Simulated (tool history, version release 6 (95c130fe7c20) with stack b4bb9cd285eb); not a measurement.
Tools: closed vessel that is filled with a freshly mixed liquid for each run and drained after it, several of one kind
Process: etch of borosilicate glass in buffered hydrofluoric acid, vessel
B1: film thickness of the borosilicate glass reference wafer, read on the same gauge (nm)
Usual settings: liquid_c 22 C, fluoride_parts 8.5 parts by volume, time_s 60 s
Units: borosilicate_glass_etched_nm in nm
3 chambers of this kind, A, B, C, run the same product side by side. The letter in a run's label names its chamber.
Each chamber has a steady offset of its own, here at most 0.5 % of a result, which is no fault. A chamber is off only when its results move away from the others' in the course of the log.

{"run": "1C", "hour": 11.6, "liquid_c": 22, "fluoride_parts": 8.5, "time_s": 60, "B1": 29.97, "borosilicate_glass_etched_nm": 76.304}
{"run": "2A", "hour": 18.6, "liquid_c": 22, "fluoride_parts": 8.5, "time_s": 60, "B1": 30.003, "borosilicate_glass_etched_nm": 75.789}
{"run": "3B", "hour": 27.4, "liquid_c": 22, "fluoride_parts": 8.5, "time_s": 60, "B1": 29.978, "borosilicate_glass_etched_nm": 76.322}
{"run": "4B", "hour": 36.8, "liquid_c": 22, "fluoride_parts": 8.5, "time_s": 60, "B1": 30.006, "borosilicate_glass_etched_nm": 77.096}
{"run": "5C", "hour": 47.5, "liquid_c": 22, "fluoride_parts": 8.5, "time_s": 60, "B1": 30.008, "borosilicate_glass_etched_nm": 76.107}
{"run": "6A", "hour": 56.5, "liquid_c": 22, "fluoride_parts": 8.5, "time_s": 60, "B1": 29.963, "borosilicate_glass_etched_nm": 75.47}
{"run": "7B", "hour": 61.8, "liquid_c": 22, "fluoride_parts": 8.5, "time_s": 60, "B1": 30.019, "borosilicate_glass_etched_nm": 76.868}
{"run": "8C", "hour": 68.0, "liquid_c": 22, "fluoride_parts": 8.5, "time_s": 60, "B1": 30.005, "borosilicate_glass_etched_nm": 77.484}
{"run": "9A", "hour": 77.9, "liquid_c": 22, "fluoride_parts": 7, "time_s": 60, "B1": 30.007, "borosilicate_glass_etched_nm": 94.086}
{"run": "10B", "hour": 83.9, "liquid_c": 22, "fluoride_parts": 7, "time_s": 60, "B1": 29.965, "borosilicate_glass_etched_nm": 94.19}
{"run": "11C", "hour": 94.4, "liquid_c": 22, "fluoride_parts": 7, "time_s": 60, "B1": 29.978, "borosilicate_glass_etched_nm": 94.566}
{"run": "12A", "hour": 101.5, "liquid_c": 22, "fluoride_parts": 8.5, "time_s": 60, "B1": 30.01, "borosilicate_glass_etched_nm": 76.345}
{"run": "13A", "hour": 112.0, "liquid_c": 22, "fluoride_parts": 7, "time_s": 80, "B1": 30.005, "borosilicate_glass_etched_nm": 125.06}
{"run": "14C", "hour": 122.7, "liquid_c": 22, "fluoride_parts": 7, "time_s": 80, "B1": 30.014, "borosilicate_glass_etched_nm": 125.06}
{"run": "15B", "hour": 134.6, "liquid_c": 22, "fluoride_parts": 7, "time_s": 80, "B1": 29.992, "borosilicate_glass_etched_nm": 126.52}
{"run": "16A", "hour": 144.8, "liquid_c": 22, "fluoride_parts": 8.5, "time_s": 60, "B1": 30.008, "borosilicate_glass_etched_nm": 74.573}
{"run": "17B", "hour": 150.3, "liquid_c": 22, "fluoride_parts": 8.5, "time_s": 60, "B1": 29.978, "borosilicate_glass_etched_nm": 76.222}
{"run": "18C", "hour": 161.8, "liquid_c": 22, "fluoride_parts": 8.5, "time_s": 60, "B1": 29.986, "borosilicate_glass_etched_nm": 75.426}
{"run": "19B", "hour": 169.4, "liquid_c": 22, "fluoride_parts": 8.5, "time_s": 60, "B1": 30.006, "borosilicate_glass_etched_nm": 75.629}
{"run": "20C", "hour": 176.8, "liquid_c": 22, "fluoride_parts": 8.5, "time_s": 60, "B1": 29.965, "borosilicate_glass_etched_nm": 77.189}
{"run": "21A", "hour": 188.1, "liquid_c": 22, "fluoride_parts": 8.5, "time_s": 60, "B1": 30.013, "borosilicate_glass_etched_nm": 73.964}
{"run": "22A", "hour": 196.5, "liquid_c": 22, "fluoride_parts": 6.5, "time_s": 60, "B1": 29.976, "borosilicate_glass_etched_nm": 96.42}
{"run": "23C", "hour": 202.3, "liquid_c": 22, "fluoride_parts": 6.5, "time_s": 60, "B1": 29.998, "borosilicate_glass_etched_nm": 99.799}
{"run": "24B", "hour": 211.9, "liquid_c": 22, "fluoride_parts": 6.5, "time_s": 60, "B1": 30.016, "borosilicate_glass_etched_nm": 100.95}
{"run": "25A", "hour": 219.9, "liquid_c": 22, "fluoride_parts": 8.5, "time_s": 60, "B1": 30.022, "borosilicate_glass_etched_nm": 72.701}
{"run": "26C", "hour": 228.8, "liquid_c": 22, "fluoride_parts": 8.5, "time_s": 60, "B1": 30.01, "borosilicate_glass_etched_nm": 76.127}
{"hour": 230.7, "done": "chamber C: hydrofluoric acid flow meter replaced"}
{"run": "27B", "hour": 237.9, "liquid_c": 22, "fluoride_parts": 8.5, "time_s": 60, "B1": 30.03, "borosilicate_glass_etched_nm": 76.279}
{"run": "28A", "hour": 247.3, "liquid_c": 22, "fluoride_parts": 8.5, "time_s": 60, "B1": 30.02, "borosilicate_glass_etched_nm": 71.664}
{"run": "29B", "hour": 254.4, "liquid_c": 22, "fluoride_parts": 8.5, "time_s": 60, "B1": 30.002, "borosilicate_glass_etched_nm": 76.208}
{"run": "30C", "hour": 263.7, "liquid_c": 24.5, "fluoride_parts": 8.5, "time_s": 60, "B1": 29.989, "borosilicate_glass_etched_nm": 88.679}
{"run": "31B", "hour": 274.7, "liquid_c": 24.5, "fluoride_parts": 8.5, "time_s": 60, "B1": 29.993, "borosilicate_glass_etched_nm": 87.196}
{"run": "32A", "hour": 286.5, "liquid_c": 24.5, "fluoride_parts": 8.5, "time_s": 60, "B1": 29.999, "borosilicate_glass_etched_nm": 81.726}
{"run": "33C", "hour": 297.3, "liquid_c": 22, "fluoride_parts": 8.5, "time_s": 60, "B1": 30.015, "borosilicate_glass_etched_nm": 76.216}
{"run": "34B", "hour": 304.1, "liquid_c": 22, "fluoride_parts": 8.5, "time_s": 60, "B1": 30.024, "borosilicate_glass_etched_nm": 77.442}
{"run": "35A", "hour": 315.4, "liquid_c": 22, "fluoride_parts": 8.5, "time_s": 60, "B1": 29.975, "borosilicate_glass_etched_nm": 70.522}
{"run": "36C", "hour": 320.6, "liquid_c": 22, "fluoride_parts": 8.5, "time_s": 60, "B1": 29.972, "borosilicate_glass_etched_nm": 76.225}
{"run": "37A", "hour": 327.8, "liquid_c": 22, "fluoride_parts": 8.5, "time_s": 60, "B1": 30.028, "borosilicate_glass_etched_nm": 70.169}
{"run": "38C", "hour": 335.6, "liquid_c": 22, "fluoride_parts": 8.5, "time_s": 60, "B1": 30.044, "borosilicate_glass_etched_nm": 76.384}

What goes on in this fleet: one chamber off, a drifting gauge, or nothing beyond the chambers' own small offsets? Name the chamber and the cause, if any.

Chamber A drifts away from the others.
Cause: liquid colder than its thermometer reads (K) = 1.49.
The log may not tell that from: hydrofluoric acid flow below the setpoint (%).

Here are 4 candidates for chamber A's next run, each the usual settings with a change, their results left as question marks. Which one brings its results back in line with what the others give on the usual settings?
In line means no further than this from the other chambers' mean on the usual settings: borosilicate_glass_etched_nm 2.1 nm
{"run": "39A-1", "hour": 344.2, "liquid_c": 21.5, "fluoride_parts": 9, "time_s": 60, "borosilicate_glass_etched_nm": "?"}
{"run": "39A-2", "hour": 344.2, "liquid_c": 22, "fluoride_parts": 10, "time_s": 60, "borosilicate_glass_etched_nm": "?"}
{"run": "39A-3", "hour": 344.2, "liquid_c": 22, "fluoride_parts": 8.5, "time_s": 65, "borosilicate_glass_etched_nm": "?"}
{"run": "39A-4", "hour": 344.2, "liquid_c": 22, "fluoride_parts": 7.5, "time_s": 60, "borosilicate_glass_etched_nm": "?"}

The other chambers' mean on the usual settings: borosilicate_glass_etched_nm 76.234 nm
run=39A-1 borosilicate_glass_etched_nm=64.128
run=39A-2 borosilicate_glass_etched_nm=61.47
run=39A-3 borosilicate_glass_etched_nm=76.046
run=39A-4 borosilicate_glass_etched_nm=80.604
39A-3 brings the chamber back in line.
